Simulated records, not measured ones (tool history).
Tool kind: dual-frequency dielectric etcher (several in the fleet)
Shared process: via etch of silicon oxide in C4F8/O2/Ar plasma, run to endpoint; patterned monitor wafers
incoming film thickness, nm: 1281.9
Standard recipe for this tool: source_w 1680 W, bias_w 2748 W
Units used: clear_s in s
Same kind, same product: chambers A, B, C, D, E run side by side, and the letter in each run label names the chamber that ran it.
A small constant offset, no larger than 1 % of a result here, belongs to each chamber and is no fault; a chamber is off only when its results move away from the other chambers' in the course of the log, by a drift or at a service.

run   hour  source_w  bias_w  clear_s
 1B      6      1680    2748   244.28
 2D    9.9      1680    2748   245.14
 3E   16.5      1680    2748   246.91
 4A   21.5      1680    2748   243.02
 5C   28.5      1680    2748   245.89
 6A   33.6      1680    2748   245.56
 7C   39.2      1680    2748   246.07
 8E   43.5      1680    2748   245.47
 9B   50.5      1680    2748    245.7
10D     56      1680    2748   242.61
11E   59.9      1680    2748   248.64
      62.8  -- chamber A: wet clean of the chamber
12C   66.2      1680    2748   242.91
13B   74.3      1680    2748   245.34
14A   80.3      1390    3305   249.75
15D   88.4      1390    3305   248.01
16A   94.6      1390    3305   246.71
17D   98.5      1390    3305   248.62
18E  104.1      1390    3305   249.32
     109.2  -- chamber C: wet clean of the chamber
19C  111.8      1410    2966   270.23
20B  116.3      1410    2966   253.51
21E  124.5      1410    2966   255.17
22C  129.5      1410    2966   270.21
23A  137.7      1410    2966   259.18
     142.3  -- chamber E: wet clean of the chamber
24D  142.5      1680    2748   242.66
25B  146.6      1680    2748   245.87
26B    151      1680    2748    243.6
27A  157.9      1680    2748   246.41
28E  161.9      1680    2748   247.65
29D    166      1680    2748    241.3
30C  170.1      1680    2748   258.07
31E  174.2      1680    2748   245.99
32C  179.4      2050    3118   229.23
33B  183.4      2050    3118   217.62
34A  191.7      2050    3118   219.56
35D  195.9      2050    3118   215.25

Each of the 5 chambers runs these same settings next. Fill in every chamber's results:
36A  202.1      1680    2971        ?
36B  202.1      1680    2971        ?
36C  202.1      1680    2971        ?
36D  202.1      1680    2971        ?
36E  202.1      1680    2971        ?

run  clear_s
36A   239.79
36B   238.27
36C   250.74
36D   236.25
36E   240.92
